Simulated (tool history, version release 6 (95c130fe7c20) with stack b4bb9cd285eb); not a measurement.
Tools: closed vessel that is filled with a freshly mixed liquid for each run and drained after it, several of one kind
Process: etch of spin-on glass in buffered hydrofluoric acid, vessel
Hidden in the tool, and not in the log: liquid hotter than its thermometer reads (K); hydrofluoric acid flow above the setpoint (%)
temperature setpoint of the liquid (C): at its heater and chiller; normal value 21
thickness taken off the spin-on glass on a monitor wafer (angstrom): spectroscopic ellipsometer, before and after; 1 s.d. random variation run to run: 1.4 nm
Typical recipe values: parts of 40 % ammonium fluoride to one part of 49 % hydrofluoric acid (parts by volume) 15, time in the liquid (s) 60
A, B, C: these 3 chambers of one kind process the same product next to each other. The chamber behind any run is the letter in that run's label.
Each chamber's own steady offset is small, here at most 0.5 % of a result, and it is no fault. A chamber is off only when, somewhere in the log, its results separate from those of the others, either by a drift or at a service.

| run | day | temperature setpoint of the liquid (C) | parts of 40 % ammonium fluoride to one part of 49 % hydrofluoric acid (parts by volume) | time in the liquid (s) | hours since the thermometer was replaced | hours since the hydrofluoric acid flow meter was replaced | read-back film thickness of the spin-on glass reference wafer, read on the same gauge (nm) | thickness taken off the spin-on glass on a monitor wafer (angstrom) |
|---|---|---|---|---|---|---|---|---|
| 1A | 0.408 | 21 | 15 | 60 | 518.2 | 1752.4 | 139.98 | 1647.5 |
| 2B | 0.629 | 21 | 15 | 60 | 1843.4 | 825.8 | 140 | 1631.9 |
| 3C | 0.833 | 21 | 15 | 60 | 2235.9 | 1038.1 | 140.01 | 1640.1 |
| 4B | 1.221 | 21 | 15 | 60 | 1857.6 | 840 | 139.95 | 1656.2 |
| 5A | 1.492 | 21 | 15 | 80 | 544.2 | 1778.4 | 139.98 | 2185.7 |
| 6C | 1.75 | 21 | 15 | 80 | 2257.9 | 1060.1 | 139.96 | 2226.4 |
| 7B | 2.033 | 21 | 15 | 80 | 1877.1 | 859.5 | 140.01 | 2182.5 |
| 8A | 2.408 | 21 | 15 | 60 | 566.2 | 1800.4 | 140.01 | 1648.9 |
| 9C | 2.638 | 21 | 12 | 60 | 2279.2 | 1081.4 | 140.02 | 2024.7 |
| 10C | 3.017 | 21 | 12 | 60 | 2288.3 | 1090.5 | 139.99 | 2033.6 |
| 11A | 3.304 | 21 | 12 | 60 | 587.7 | 1821.9 | 140.02 | 2012.4 |
| 12B | 3.575 | 21 | 15 | 60 | 1914.1 | 896.5 | 140.02 | 1668.6 |
| 13A | 3.829 | 25.5 | 11 | 60 | 600.3 | 1834.5 | 140.02 | 2889.7 |
| 14C | 4.217 | 25.5 | 11 | 60 | 2317.1 | 1119.3 | 140 | 2784 |
| 15B | 4.612 | 25.5 | 11 | 60 | 1939 | 921.4 | 140.01 | 2940 |
| 16B | 4.875 | 21 | 15 | 60 | 1945.3 | 927.7 | 140.03 | 1668.5 |
| 17A | 5.062 | 21 | 17.5 | 60 | 629.9 | 1864.1 | 140.04 | 1417.9 |
| 18C | 5.438 | 21 | 17.5 | 60 | 2346.4 | 1148.6 | 139.99 | 1425.6 |
| 19B | 5.85 | 21 | 17.5 | 60 | 1968.7 | 951.1 | 139.98 | 1416 |
| 20A | 6.133 | 21 | 15 | 60 | 655.6 | 1889.8 | 140.02 | 1716.9 |
| 21C | 6.421 | 21 | 15 | 60 | 2370 | 1172.2 | 139.99 | 1654.6 |
| 22B | 6.679 | 21 | 15 | 60 | 1988.6 | 971 | 139.99 | 1667.5 |
| 23A | 6.988 | 21 | 15 | 60 | 676.1 | 1910.3 | 139.97 | 1704.1 |
| 24C | 7.192 | 26 | 15 | 60 | 2388.5 | 1190.7 | 140.05 | 2172.9 |
| 25A | 7.604 | 26 | 15 | 60 | 690.9 | 1925.1 | 140.02 | 2226.1 |
| 26C | 7.979 | 26 | 15 | 60 | 2407.4 | 1209.6 | 140.01 | 2177.1 |
| 27B | 8.375 | 21 | 10 | 60 | 2029.3 | 1011.7 | 140 | 2479.1 |
| 28C | 8.792 | 21 | 10 | 60 | 2426.9 | 1229.1 | 139.97 | 2445.4 |
| 29A | 9.054 | 21 | 10 | 60 | 725.7 | 1959.9 | 139.99 | 2547.7 |

For the next run the whole fleet of 3 chambers uses the same settings. Give each chamber's results:
| 30A | 9.35 | 21 | 15 | 60 |  |  |  | ? |
| 30B | 9.35 | 21 | 15 | 60 |  |  |  | ? |
| 30C | 9.35 | 21 | 15 | 60 |  |  |  | ? |

| run | thickness taken off the spin-on glass on a monitor wafer (angstrom) |
|---|---|
| 30A | 1741.9 |
| 30B | 1659.5 |
| 30C | 1637.2 |

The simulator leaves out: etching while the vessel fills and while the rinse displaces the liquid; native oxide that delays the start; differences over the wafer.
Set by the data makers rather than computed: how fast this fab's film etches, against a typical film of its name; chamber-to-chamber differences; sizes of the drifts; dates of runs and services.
